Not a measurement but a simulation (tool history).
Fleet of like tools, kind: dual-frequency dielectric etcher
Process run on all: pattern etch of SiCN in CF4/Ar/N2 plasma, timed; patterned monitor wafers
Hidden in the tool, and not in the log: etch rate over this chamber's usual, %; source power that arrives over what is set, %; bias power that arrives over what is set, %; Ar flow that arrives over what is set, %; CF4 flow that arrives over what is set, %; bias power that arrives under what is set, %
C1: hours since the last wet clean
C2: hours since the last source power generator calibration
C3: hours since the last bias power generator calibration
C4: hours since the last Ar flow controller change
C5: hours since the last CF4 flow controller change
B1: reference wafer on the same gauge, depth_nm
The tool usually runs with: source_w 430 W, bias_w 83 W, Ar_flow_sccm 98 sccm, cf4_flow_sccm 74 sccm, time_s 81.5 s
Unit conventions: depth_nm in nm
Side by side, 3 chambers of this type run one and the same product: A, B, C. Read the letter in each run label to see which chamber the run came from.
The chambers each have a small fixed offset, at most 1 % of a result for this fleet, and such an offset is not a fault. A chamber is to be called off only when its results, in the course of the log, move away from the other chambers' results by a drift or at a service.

Run 1B, hour 11.2: usual settings; C1 80.4; C2 377.1; C3 3011.9; C4 1128.5; C5 1250.4; B1 72.096. Result: depth_nm 71.040 nm.
Run 2C, hour 22.7: usual settings; C1 409.4; C2 653.6; C3 490.5; C4 519.9; C5 1176.5; B1 72.076. Result: depth_nm 71.136 nm.
Run 3A, hour 33.8: usual settings; C1 75.3; C2 3448.4; C3 1214.4; C4 3606.0; C5 2443.6; B1 72.073. Result: depth_nm 71.937 nm.
Run 4C, hour 43.9: usual settings; C1 430.6; C2 674.8; C3 511.7; C4 541.1; C5 1197.7; B1 72.050. Result: depth_nm 70.977 nm.
At hour 52.4: chamber C: wet clean of the chamber.
Run 5A, hour 55.0: usual settings; C1 96.5; C2 3469.6; C3 1235.6; C4 3627.2; C5 2464.8; B1 72.060. Result: depth_nm 71.899 nm.
Run 6B, hour 65.1: usual settings but source_w 340 W, time_s 95.0 s; C1 134.3; C2 431.0; C3 3065.8; C4 1182.4; C5 1304.3; B1 72.027. Result: depth_nm 67.066 nm.
Run 7C, hour 75.5: usual settings but source_w 340 W, time_s 95.0 s; C1 23.1; C2 706.4; C3 543.3; C4 572.7; C5 1229.3; B1 72.053. Result: depth_nm 67.578 nm.
Run 8A, hour 82.1: usual settings but source_w 340 W, time_s 95.0 s; C1 123.6; C2 3496.7; C3 1262.7; C4 3654.3; C5 2491.9; B1 72.030. Result: depth_nm 68.234 nm.
Run 9B, hour 92.1: usual settings; C1 161.3; C2 458.0; C3 3092.8; C4 1209.4; C5 1331.3; B1 71.996. Result: depth_nm 70.809 nm.
Run 10C, hour 104.3: usual settings; C1 51.9; C2 735.2; C3 572.1; C4 601.5; C5 1258.1; B1 72.004. Result: depth_nm 70.921 nm.
Run 11A, hour 114.2: usual settings; C1 155.7; C2 3528.8; C3 1294.8; C4 3686.4; C5 2524.0; B1 71.987. Result: depth_nm 71.817 nm.
Run 12B, hour 123.8: usual settings; C1 193.0; C2 489.7; C3 3124.5; C4 1241.1; C5 1363.0; B1 71.982. Result: depth_nm 70.831 nm.
Run 13B, hour 134.3: usual settings; C1 203.5; C2 500.2; C3 3135.0; C4 1251.6; C5 1373.5; B1 71.991. Result: depth_nm 70.849 nm.
Run 14A, hour 142.0: usual settings but Ar_flow_sccm 82 sccm, cf4_flow_sccm 89 sccm; C1 183.5; C2 3556.6; C3 1322.6; C4 3714.2; C5 2551.8; B1 71.982. Result: depth_nm 75.454 nm.
Run 15C, hour 151.5: usual settings but Ar_flow_sccm 82 sccm, cf4_flow_sccm 89 sccm; C1 99.1; C2 782.4; C3 619.3; C4 648.7; C5 1305.3; B1 71.965. Result: depth_nm 74.465 nm.
Run 16B, hour 162.7: usual settings but Ar_flow_sccm 82 sccm, cf4_flow_sccm 89 sccm; C1 231.9; C2 528.6; C3 3163.4; C4 1280.0; C5 1401.9; B1 71.953. Result: depth_nm 74.332 nm.
Run 17A, hour 169.8: usual settings; C1 211.3; C2 3584.4; C3 1350.4; C4 3742.0; C5 2579.6; B1 71.965. Result: depth_nm 71.909 nm.
Run 18C, hour 179.0: usual settings; C1 126.6; C2 809.9; C3 646.8; C4 676.2; C5 1332.8; B1 71.954. Result: depth_nm 70.884 nm.
Run 19B, hour 188.4: usual settings; C1 257.6; C2 554.3; C3 3189.1; C4 1305.7; C5 1427.6; B1 71.922. Result: depth_nm 70.768 nm.
Run 20C, hour 194.8: usual settings; C1 142.4; C2 825.7; C3 662.6; C4 692.0; C5 1348.6; B1 71.911. Result: depth_nm 70.832 nm.
Run 21A, hour 202.5: usual settings; C1 244.0; C2 3617.1; C3 1383.1; C4 3774.7; C5 2612.3; B1 71.938. Result: depth_nm 71.713 nm.
Run 22B, hour 210.7: usual settings; C1 279.9; C2 576.6; C3 3211.4; C4 1328.0; C5 1449.9; B1 71.895. Result: depth_nm 70.837 nm.
Run 23C, hour 220.2: usual settings; C1 167.8; C2 851.1; C3 688.0; C4 717.4; C5 1374.0; B1 71.900. Result: depth_nm 70.853 nm.
Run 24A, hour 232.4: usual settings; C1 273.9; C2 3647.0; C3 1413.0; C4 3804.6; C5 2642.2; B1 71.905. Result: depth_nm 71.776 nm.
Run 25A, hour 238.8: usual settings; C1 280.3; C2 3653.4; C3 1419.4; C4 3811.0; C5 2648.6; B1 71.895. Result: depth_nm 71.854 nm.
Run 26C, hour 247.2: usual settings; C1 194.8; C2 878.1; C3 715.0; C4 744.4; C5 1401.0; B1 71.883. Result: depth_nm 70.792 nm.
Run 27B, hour 254.0: usual settings; C1 323.2; C2 619.9; C3 3254.7; C4 1371.3; C5 1493.2; B1 71.875. Result: depth_nm 70.796 nm.
Run 28C, hour 263.8: usual settings; C1 211.4; C2 894.7; C3 731.6; C4 761.0; C5 1417.6; B1 71.869. Result: depth_nm 70.652 nm.
Run 29B, hour 269.7: usual settings; C1 338.9; C2 635.6; C3 3270.4; C4 1387.0; C5 1508.9; B1 71.875. Result: depth_nm 70.744 nm.
Run 30A, hour 281.1: usual settings; C1 322.6; C2 3695.7; C3 1461.7; C4 3853.3; C5 2690.9; B1 71.864. Result: depth_nm 71.769 nm.
Run 31A, hour 288.8: usual settings but bias_w 96 W, time_s 72.5 s; C1 330.3; C2 3703.4; C3 1469.4; C4 3861.0; C5 2698.6; B1 71.859. Result: depth_nm 67.091 nm.
Run 32B, hour 298.8: usual settings but bias_w 96 W, time_s 72.5 s; C1 368.0; C2 664.7; C3 3299.5; C4 1416.1; C5 1538.0; B1 71.838. Result: depth_nm 66.398 nm.
Run 33C, hour 305.7: usual settings but bias_w 96 W, time_s 72.5 s; C1 253.3; C2 936.6; C3 773.5; C4 802.9; C5 1459.5; B1 71.822. Result: depth_nm 66.439 nm.
At hour 315.0: chamber B: bias power generator calibrated.
Run 34B, hour 316.4: usual settings; C1 385.6; C2 682.3; C3 1.5; C4 1433.7; C5 1555.6; B1 71.819. Result: depth_nm 70.590 nm.
Run 35A, hour 322.0: usual settings; C1 363.5; C2 3736.6; C3 1502.6; C4 3894.2; C5 2731.8; B1 71.798. Result: depth_nm 71.733 nm.
Run 36C, hour 328.5: usual settings; C1 276.1; C2 959.4; C3 796.3; C4 825.7; C5 1482.3; B1 71.796. Result: depth_nm 70.772 nm.
Run 37C, hour 335.4: usual settings; C1 283.0; C2 966.3; C3 803.2; C4 832.6; C5 1489.2; B1 71.801. Result: depth_nm 70.667 nm.
Run 38A, hour 346.6: usual settings; C1 388.1; C2 3761.2; C3 1527.2; C4 3918.8; C5 2756.4; B1 71.796. Result: depth_nm 71.501 nm.

Does one chamber stand apart from the rest, does the shared gauge drift, or is all well apart from small per-chamber offsets? Give the chamber and the most likely cause, where there is one.

It is the gauge, not a chamber: its drift shows up in every chamber's results at once, and no chamber is off.
Cause: gauge reads low (%) = 0.443.

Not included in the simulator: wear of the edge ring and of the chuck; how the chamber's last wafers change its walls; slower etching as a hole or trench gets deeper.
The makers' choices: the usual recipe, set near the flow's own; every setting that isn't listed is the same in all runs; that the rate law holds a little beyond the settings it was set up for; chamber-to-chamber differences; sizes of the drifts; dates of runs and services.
